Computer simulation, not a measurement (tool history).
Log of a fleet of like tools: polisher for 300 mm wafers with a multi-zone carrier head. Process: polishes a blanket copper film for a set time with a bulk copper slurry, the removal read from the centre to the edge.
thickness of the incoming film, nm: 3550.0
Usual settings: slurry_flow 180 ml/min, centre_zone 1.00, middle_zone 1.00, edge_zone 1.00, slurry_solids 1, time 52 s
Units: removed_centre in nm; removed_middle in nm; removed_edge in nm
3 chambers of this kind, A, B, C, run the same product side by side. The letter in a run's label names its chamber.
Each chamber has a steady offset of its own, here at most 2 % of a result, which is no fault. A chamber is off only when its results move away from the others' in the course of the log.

-- day=0.392 chamber C: worn pad replaced by a new one
run 1A day=0.425 | slurry_flow=180 centre_zone=1.00 middle_zone=1.00 edge_zone=1.00 slurry_solids=1 time=52 | removed_centre=600.96 removed_middle=601.79 removed_edge=604.04
run 2B day=0.946 | slurry_flow=180 centre_zone=1.00 middle_zone=1.00 edge_zone=1.00 slurry_solids=1 time=52 | removed_centre=618.05 removed_middle=598.01 removed_edge=600.67
run 3C day=1.346 | slurry_flow=180 centre_zone=1.00 middle_zone=1.00 edge_zone=1.00 slurry_solids=1 time=52 | removed_centre=595.21 removed_middle=605.77 removed_edge=607.20
run 4C day=1.833 | slurry_flow=180 centre_zone=1.00 middle_zone=1.00 edge_zone=1.00 slurry_solids=1 time=52 | removed_centre=599.33 removed_middle=597.79 removed_edge=600.19
run 5B day=2.117 | slurry_flow=180 centre_zone=1.00 middle_zone=1.00 edge_zone=1.00 slurry_solids=1 time=52 | removed_centre=615.38 removed_middle=592.49 removed_edge=604.16
run 6A day=2.654 | slurry_flow=180 centre_zone=1.00 middle_zone=1.06 edge_zone=1.12 slurry_solids=1 time=52 | removed_centre=598.41 removed_middle=635.11 removed_edge=628.97
-- day=2.896 chamber A: worn pad replaced by a new one
run 7C day=3.004 | slurry_flow=180 centre_zone=1.00 middle_zone=1.06 edge_zone=1.12 slurry_solids=1 time=52 | removed_centre=604.47 removed_middle=642.50 removed_edge=637.37
run 8B day=3.375 | slurry_flow=180 centre_zone=1.00 middle_zone=1.06 edge_zone=1.12 slurry_solids=1 time=52 | removed_centre=610.71 removed_middle=635.11 removed_edge=627.69
run 9A day=3.783 | slurry_flow=180 centre_zone=1.00 middle_zone=1.00 edge_zone=1.00 slurry_solids=1 time=52 | removed_centre=605.40 removed_middle=603.97 removed_edge=609.98
-- day=3.875 chamber B: slurry nozzle cleaned
-- day=4.167 chamber C: worn pad replaced by a new one
run 10B day=4.288 | slurry_flow=180 centre_zone=1.00 middle_zone=1.00 edge_zone=1.00 slurry_solids=1 time=52 | removed_centre=613.25 removed_middle=589.71 removed_edge=601.62
run 11C day=4.621 | slurry_flow=180 centre_zone=1.00 middle_zone=1.00 edge_zone=1.00 slurry_solids=1 time=52 | removed_centre=592.80 removed_middle=601.08 removed_edge=603.50
run 12A day=4.925 | slurry_flow=180 centre_zone=1.00 middle_zone=1.00 edge_zone=1.00 slurry_solids=1 time=52 | removed_centre=606.67 removed_middle=590.34 removed_edge=597.73
run 13C day=5.338 | slurry_flow=180 centre_zone=1.00 middle_zone=0.96 edge_zone=0.91 slurry_solids=1 time=52 | removed_centre=594.10 removed_middle=586.08 removed_edge=567.05
run 14A day=5.796 | slurry_flow=180 centre_zone=1.00 middle_zone=0.96 edge_zone=0.91 slurry_solids=1 time=52 | removed_centre=609.21 removed_middle=576.79 removed_edge=573.50
run 15B day=6.142 | slurry_flow=180 centre_zone=1.00 middle_zone=0.96 edge_zone=0.91 slurry_solids=1 time=52 | removed_centre=604.43 removed_middle=565.31 removed_edge=560.76
run 16B day=6.433 | slurry_flow=180 centre_zone=1.00 middle_zone=1.00 edge_zone=1.00 slurry_solids=1 time=52 | removed_centre=602.36 removed_middle=598.27 removed_edge=587.99
-- day=6.617 chamber A: worn pad replaced by a new one
run 17C day=6.983 | slurry_flow=180 centre_zone=1.00 middle_zone=1.00 edge_zone=1.00 slurry_solids=1 time=52 | removed_centre=593.44 removed_middle=602.92 removed_edge=591.10
-- day=7.375 chamber C: worn pad replaced by a new one
run 18A day=7.383 | slurry_flow=180 centre_zone=1.00 middle_zone=1.00 edge_zone=1.00 slurry_solids=1 time=52 | removed_centre=606.29 removed_middle=591.38 removed_edge=604.40
run 19B day=7.921 | slurry_flow=180 centre_zone=1.00 middle_zone=1.00 edge_zone=1.00 slurry_solids=1 time=52 | removed_centre=595.20 removed_middle=581.80 removed_edge=585.41
run 20A day=8.412 | slurry_flow=180 centre_zone=1.00 middle_zone=1.00 edge_zone=1.00 slurry_solids=1 time=52 | removed_centre=610.25 removed_middle=603.02 removed_edge=615.38
run 21C day=8.912 | slurry_flow=180 centre_zone=1.00 middle_zone=1.00 edge_zone=1.00 slurry_solids=1 time=52 | removed_centre=592.94 removed_middle=601.16 removed_edge=610.73
run 22B day=9.375 | slurry_flow=180 centre_zone=1.00 middle_zone=1.00 edge_zone=1.00 slurry_solids=1 time=52 | removed_centre=595.68 removed_middle=579.74 removed_edge=571.14
run 23A day=9.754 | slurry_flow=180 centre_zone=1.00 middle_zone=1.00 edge_zone=1.00 slurry_solids=1 time=52 | removed_centre=602.48 removed_middle=605.11 removed_edge=604.59
run 24C day=10.038 | slurry_flow=180 centre_zone=1.00 middle_zone=1.00 edge_zone=1.00 slurry_solids=1 time=52 | removed_centre=596.11 removed_middle=608.30 removed_edge=593.67
-- day=10.517 chamber A: worn pad replaced by a new one
run 25B day=10.550 | slurry_flow=180 centre_zone=1.00 middle_zone=1.00 edge_zone=1.00 slurry_solids=1 time=52 | removed_centre=588.81 removed_middle=567.62 removed_edge=571.31
run 26C day=10.996 | slurry_flow=180 centre_zone=1.00 middle_zone=1.00 edge_zone=1.00 slurry_solids=1 time=52 | removed_centre=602.65 removed_middle=602.03 removed_edge=612.08
-- day=11.188 chamber C: worn pad replaced by a new one
run 27A day=11.396 | slurry_flow=180 centre_zone=1.00 middle_zone=1.00 edge_zone=1.00 slurry_solids=1 time=52 | removed_centre=592.91 removed_middle=606.54 removed_edge=605.21
-- day=11.550 chamber B: edge zone pressure recalibrated
run 28A day=11.771 | slurry_flow=180 centre_zone=1.00 middle_zone=1.00 edge_zone=1.00 slurry_solids=1 time=52 | removed_centre=595.97 removed_middle=601.77 removed_edge=606.24
run 29B day=12.325 | slurry_flow=180 centre_zone=1.00 middle_zone=1.00 edge_zone=1.00 slurry_solids=1 time=52 | removed_centre=569.72 removed_middle=566.13 removed_edge=559.10
run 30C day=12.667 | slurry_flow=180 centre_zone=1.00 middle_zone=1.00 edge_zone=1.00 slurry_solids=1 time=52 | removed_centre=596.06 removed_middle=613.60 removed_edge=614.12
run 31B day=13.212 | slurry_flow=180 centre_zone=1.00 middle_zone=1.00 edge_zone=1.00 slurry_solids=1 time=52 | removed_centre=573.66 removed_middle=546.99 removed_edge=551.94
run 32C day=13.600 | slurry_flow=180 centre_zone=1.00 middle_zone=1.00 edge_zone=0.96 slurry_solids=1 time=52 | removed_centre=595.96 removed_middle=599.69 removed_edge=599.25
run 33A day=13.975 | slurry_flow=180 centre_zone=1.00 middle_zone=1.00 edge_zone=0.96 slurry_solids=1 time=52 | removed_centre=604.78 removed_middle=604.67 removed_edge=602.06
-- day=14.212 chamber A: worn pad replaced by a new one
run 34A day=14.471 | slurry_flow=180 centre_zone=1.00 middle_zone=1.00 edge_zone=0.96 slurry_solids=1 time=52 | removed_centre=598.43 removed_middle=604.48 removed_edge=588.93
run 35B day=15.012 | slurry_flow=180 centre_zone=0.91 middle_zone=1.00 edge_zone=1.00 slurry_solids=1 time=52 | removed_centre=501.78 removed_middle=541.81 removed_edge=543.32

All 3 chambers run these settings next. Forecast each chamber's results:
run 36A day=15.475 | slurry_flow=180 centre_zone=1.00 middle_zone=1.00 edge_zone=1.00 slurry_solids=1 time=52 | removed_centre=? removed_middle=? removed_edge=?
run 36B day=15.475 | slurry_flow=180 centre_zone=1.00 middle_zone=1.00 edge_zone=1.00 slurry_solids=1 time=52 | removed_centre=? removed_middle=? removed_edge=?
run 36C day=15.475 | slurry_flow=180 centre_zone=1.00 middle_zone=1.00 edge_zone=1.00 slurry_solids=1 time=52 | removed_centre=? removed_middle=? removed_edge=?

run=36A removed_centre=590.88 removed_middle=609.30 removed_edge=608.17
run=36B removed_centre=548.42 removed_middle=549.85 removed_edge=545.16
run=36C removed_centre=596.14 removed_middle=598.64 removed_edge=608.44

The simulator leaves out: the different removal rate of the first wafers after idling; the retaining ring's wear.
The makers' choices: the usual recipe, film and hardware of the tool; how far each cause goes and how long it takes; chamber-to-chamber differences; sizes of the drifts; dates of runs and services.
